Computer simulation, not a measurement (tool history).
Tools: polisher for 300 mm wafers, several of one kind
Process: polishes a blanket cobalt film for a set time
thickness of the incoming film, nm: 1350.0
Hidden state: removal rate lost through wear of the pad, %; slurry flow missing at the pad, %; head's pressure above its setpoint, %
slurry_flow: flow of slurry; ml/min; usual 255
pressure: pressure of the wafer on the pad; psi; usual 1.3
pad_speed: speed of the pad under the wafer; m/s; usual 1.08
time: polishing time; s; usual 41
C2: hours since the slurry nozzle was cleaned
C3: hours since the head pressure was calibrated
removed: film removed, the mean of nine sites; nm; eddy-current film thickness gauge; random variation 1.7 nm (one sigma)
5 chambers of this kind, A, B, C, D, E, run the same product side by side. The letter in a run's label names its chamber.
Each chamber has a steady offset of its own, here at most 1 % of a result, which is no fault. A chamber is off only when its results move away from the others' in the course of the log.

{"run": "1C", "hour": 4.2, "slurry_flow": 255, "pressure": 1.3, "pad_speed": 1.08, "time": 41, "wafers polished on this pad": 903, "C2": 372.5, "C3": 24.3, "removed": 137.69}
{"run": "2B", "hour": 9.1, "slurry_flow": 255, "pressure": 1.3, "pad_speed": 1.08, "time": 41, "wafers polished on this pad": 428, "C2": 54.9, "C3": 445.6, "removed": 141.25}
{"run": "3A", "hour": 14.3, "slurry_flow": 255, "pressure": 1.3, "pad_speed": 1.08, "time": 41, "wafers polished on this pad": 1126, "C2": 74.9, "C3": 1043.8, "removed": 142.25}
{"run": "4E", "hour": 20.1, "slurry_flow": 255, "pressure": 1.3, "pad_speed": 1.08, "time": 41, "wafers polished on this pad": 468, "C2": 252.8, "C3": 310.5, "removed": 140.21}
{"hour": 24.7, "done": "chamber A: worn pad replaced by a new one"}
{"run": "5D", "hour": 26.4, "slurry_flow": 310, "pressure": 1.3, "pad_speed": 1.08, "time": 30, "wafers polished on this pad": 434, "C2": 708.5, "C3": 421.9, "removed": 106.58}
{"run": "6C", "hour": 32.2, "slurry_flow": 310, "pressure": 1.3, "pad_speed": 1.08, "time": 30, "wafers polished on this pad": 1308, "C2": 400.5, "C3": 52.3, "removed": 104.86}
{"hour": 35.1, "done": "chamber E: worn pad replaced by a new one"}
{"hour": 36.3, "done": "chamber D: worn pad replaced by a new one"}
{"hour": 38.5, "done": "chamber C: worn pad replaced by a new one"}
{"run": "7E", "hour": 38.6, "slurry_flow": 310, "pressure": 1.3, "pad_speed": 1.08, "time": 30, "wafers polished on this pad": 50, "C2": 271.3, "C3": 329, "removed": 105.32}
{"hour": 42.7, "done": "chamber D: slurry nozzle cleaned"}
{"run": "8D", "hour": 43.2, "slurry_flow": 310, "pressure": 1.3, "pad_speed": 1.08, "time": 30, "wafers polished on this pad": 100, "C2": 0.5, "C3": 438.7, "removed": 106.49}
{"run": "9A", "hour": 51.0, "slurry_flow": 310, "pressure": 1.3, "pad_speed": 1.08, "time": 30, "wafers polished on this pad": 381, "C2": 111.6, "C3": 1080.5, "removed": 106.86}
{"run": "10B", "hour": 59.0, "slurry_flow": 255, "pressure": 1.3, "pad_speed": 1.08, "time": 41, "wafers polished on this pad": 1150, "C2": 104.8, "C3": 495.5, "removed": 141.05}
{"hour": 60.0, "done": "chamber C: slurry nozzle cleaned"}
{"run": "11D", "hour": 63.4, "slurry_flow": 255, "pressure": 1.3, "pad_speed": 1.08, "time": 41, "wafers polished on this pad": 392, "C2": 20.7, "C3": 458.9, "removed": 139.58}
{"hour": 67.3, "done": "chamber B: worn pad replaced by a new one"}
{"run": "12E", "hour": 69.9, "slurry_flow": 255, "pressure": 1.3, "pad_speed": 1.08, "time": 41, "wafers polished on this pad": 503, "C2": 302.6, "C3": 360.3, "removed": 141.23}
{"run": "13C", "hour": 76.6, "slurry_flow": 255, "pressure": 1.3, "pad_speed": 1.28, "time": 41, "wafers polished on this pad": 551, "C2": 16.7, "C3": 96.7, "removed": 169.18}
{"hour": 79.0, "done": "chamber D: worn pad replaced by a new one"}
{"hour": 80.3, "done": "chamber E: worn pad replaced by a new one"}
{"run": "14A", "hour": 80.6, "slurry_flow": 255, "pressure": 1.3, "pad_speed": 1.28, "time": 41, "wafers polished on this pad": 809, "C2": 141.2, "C3": 1110.1, "removed": 167.6}
{"run": "15B", "hour": 86.6, "slurry_flow": 255, "pressure": 1.3, "pad_speed": 1.28, "time": 41, "wafers polished on this pad": 279, "C2": 132.4, "C3": 523.1, "removed": 167.63}
{"run": "16C", "hour": 93.7, "slurry_flow": 255, "pressure": 1.3, "pad_speed": 1.28, "time": 41, "wafers polished on this pad": 799, "C2": 33.8, "C3": 113.8, "removed": 164.54}
{"hour": 99.6, "done": "chamber B: head pressure recalibrated"}
{"run": "17A", "hour": 100.9, "slurry_flow": 255, "pressure": 1.3, "pad_speed": 1.28, "time": 41, "wafers polished on this pad": 1102, "C2": 161.5, "C3": 1130.4, "removed": 170.01}
{"hour": 101.9, "done": "chamber A: worn pad replaced by a new one"}
{"run": "18B", "hour": 105.1, "slurry_flow": 300, "pressure": 1.5, "pad_speed": 1.08, "time": 41, "wafers polished on this pad": 547, "C2": 150.9, "C3": 5.5, "removed": 168.74}
{"run": "19E", "hour": 110.4, "slurry_flow": 300, "pressure": 1.5, "pad_speed": 1.08, "time": 41, "wafers polished on this pad": 436, "C2": 343.1, "C3": 400.8, "removed": 163.06}
{"run": "20D", "hour": 118.8, "slurry_flow": 300, "pressure": 1.5, "pad_speed": 1.08, "time": 41, "wafers polished on this pad": 575, "C2": 76.1, "C3": 514.3, "removed": 164.82}
{"hour": 121.4, "done": "chamber C: worn pad replaced by a new one"}
{"run": "21D", "hour": 123.1, "slurry_flow": 300, "pressure": 1.5, "pad_speed": 1.08, "time": 41, "wafers polished on this pad": 637, "C2": 80.4, "C3": 518.6, "removed": 166.95}
{"hour": 124.6, "done": "chamber D: worn pad replaced by a new one"}
{"run": "22A", "hour": 129.2, "slurry_flow": 300, "pressure": 1.5, "pad_speed": 1.08, "time": 41, "wafers polished on this pad": 395, "C2": 189.8, "C3": 1158.7, "removed": 165.09}
{"hour": 129.8, "done": "chamber E: worn pad replaced by a new one"}
{"run": "23B", "hour": 136.4, "slurry_flow": 255, "pressure": 1.3, "pad_speed": 1.08, "time": 41, "wafers polished on this pad": 999, "C2": 182.2, "C3": 36.8, "removed": 141.11}
{"run": "24C", "hour": 142.6, "slurry_flow": 255, "pressure": 1.3, "pad_speed": 1.08, "time": 41, "wafers polished on this pad": 306, "C2": 82.7, "C3": 162.7, "removed": 139.52}
{"run": "25E", "hour": 147.3, "slurry_flow": 255, "pressure": 1.3, "pad_speed": 1.08, "time": 41, "wafers polished on this pad": 253, "C2": 380, "C3": 437.7, "removed": 135.66}
{"run": "26C", "hour": 151.2, "slurry_flow": 255, "pressure": 1.3, "pad_speed": 1.08, "time": 41, "wafers polished on this pad": 430, "C2": 91.3, "C3": 171.3, "removed": 139.43}
{"run": "27E", "hour": 157.3, "slurry_flow": 255, "pressure": 1.3, "pad_speed": 1.08, "time": 41, "wafers polished on this pad": 398, "C2": 390, "C3": 447.7, "removed": 140.35}
{"hour": 162.5, "done": "chamber D: worn pad replaced by a new one"}
{"run": "28A", "hour": 162.6, "slurry_flow": 255, "pressure": 1.3, "pad_speed": 1.08, "time": 41, "wafers polished on this pad": 878, "C2": 223.2, "C3": 1192.1, "removed": 141.12}
{"hour": 165.4, "done": "chamber B: slurry nozzle cleaned"}
{"hour": 166.3, "done": "chamber D: head pressure recalibrated"}
{"hour": 167.8, "done": "chamber B: worn pad replaced by a new one"}
{"run": "29D", "hour": 168.7, "slurry_flow": 255, "pressure": 1.5, "pad_speed": 1.08, "time": 41, "wafers polished on this pad": 90, "C2": 126, "C3": 2.4, "removed": 163.63}
{"run": "30B", "hour": 174.9, "slurry_flow": 255, "pressure": 1.5, "pad_speed": 1.08, "time": 41, "wafers polished on this pad": 103, "C2": 9.6, "C3": 75.3, "removed": 165.02}
{"run": "31A", "hour": 180.3, "slurry_flow": 255, "pressure": 1.5, "pad_speed": 1.08, "time": 41, "wafers polished on this pad": 1134, "C2": 240.9, "C3": 1209.8, "removed": 165.9}
{"hour": 181.3, "done": "chamber E: worn pad replaced by a new one"}
{"run": "32E", "hour": 188.6, "slurry_flow": 255, "pressure": 1.5, "pad_speed": 1.08, "time": 41, "wafers polished on this pad": 105, "C2": 421.3, "C3": 479, "removed": 152.57}
{"run": "33D", "hour": 196.1, "slurry_flow": 255, "pressure": 1.5, "pad_speed": 1.08, "time": 41, "wafers polished on this pad": 486, "C2": 153.4, "C3": 29.8, "removed": 161.1}
{"run": "34C", "hour": 202.3, "slurry_flow": 255, "pressure": 1.3, "pad_speed": 1.08, "time": 41, "wafers polished on this pad": 1169, "C2": 142.4, "C3": 222.4, "removed": 140.92}
{"run": "35B", "hour": 207.8, "slurry_flow": 255, "pressure": 1.5, "pad_speed": 1.08, "time": 41, "wafers polished on this pad": 579, "C2": 42.5, "C3": 108.2, "removed": 165.53}
{"run": "36B", "hour": 212.4, "slurry_flow": 255, "pressure": 1.5, "pad_speed": 1.08, "time": 41, "wafers polished on this pad": 645, "C2": 47.1, "C3": 112.8, "removed": 164.09}

What goes on in this fleet: one chamber off, a drifting gauge, or nothing beyond the chambers' own small offsets? Name the chamber and the cause, if any.

Chamber E drifts away from the others.
Cause: slurry flow missing at the pad, % = 40.4.
The log may not tell that from: head's pressure below its setpoint, %.

Here are 4 candidates for chamber E's next run, each the usual settings with a change, their results left as question marks. Which one brings its results back in line with what the others give on the usual settings?
In line means no further than this from the other chambers' mean on the usual settings: removed 5.8 nm
{"run": "37E-1", "hour": 218.7, "slurry_flow": 255, "pressure": 1.2, "pad_speed": 1.04, "time": 40, "removed": "?"}
{"run": "37E-2", "hour": 218.7, "slurry_flow": 255, "pressure": 1.4, "pad_speed": 1.12, "time": 42, "removed": "?"}
{"run": "37E-3", "hour": 218.7, "slurry_flow": 375, "pressure": 1.3, "pad_speed": 1.08, "time": 41, "removed": "?"}
{"run": "37E-4", "hour": 218.7, "slurry_flow": 255, "pressure": 1.2, "pad_speed": 1.08, "time": 41, "removed": "?"}

The other chambers' mean on the usual settings: removed 140.75 nm
run=37E-1 removed=113.45
run=37E-2 removed=149.48
run=37E-3 removed=138.23
run=37E-4 removed=120.83
37E-3 brings the chamber back in line.

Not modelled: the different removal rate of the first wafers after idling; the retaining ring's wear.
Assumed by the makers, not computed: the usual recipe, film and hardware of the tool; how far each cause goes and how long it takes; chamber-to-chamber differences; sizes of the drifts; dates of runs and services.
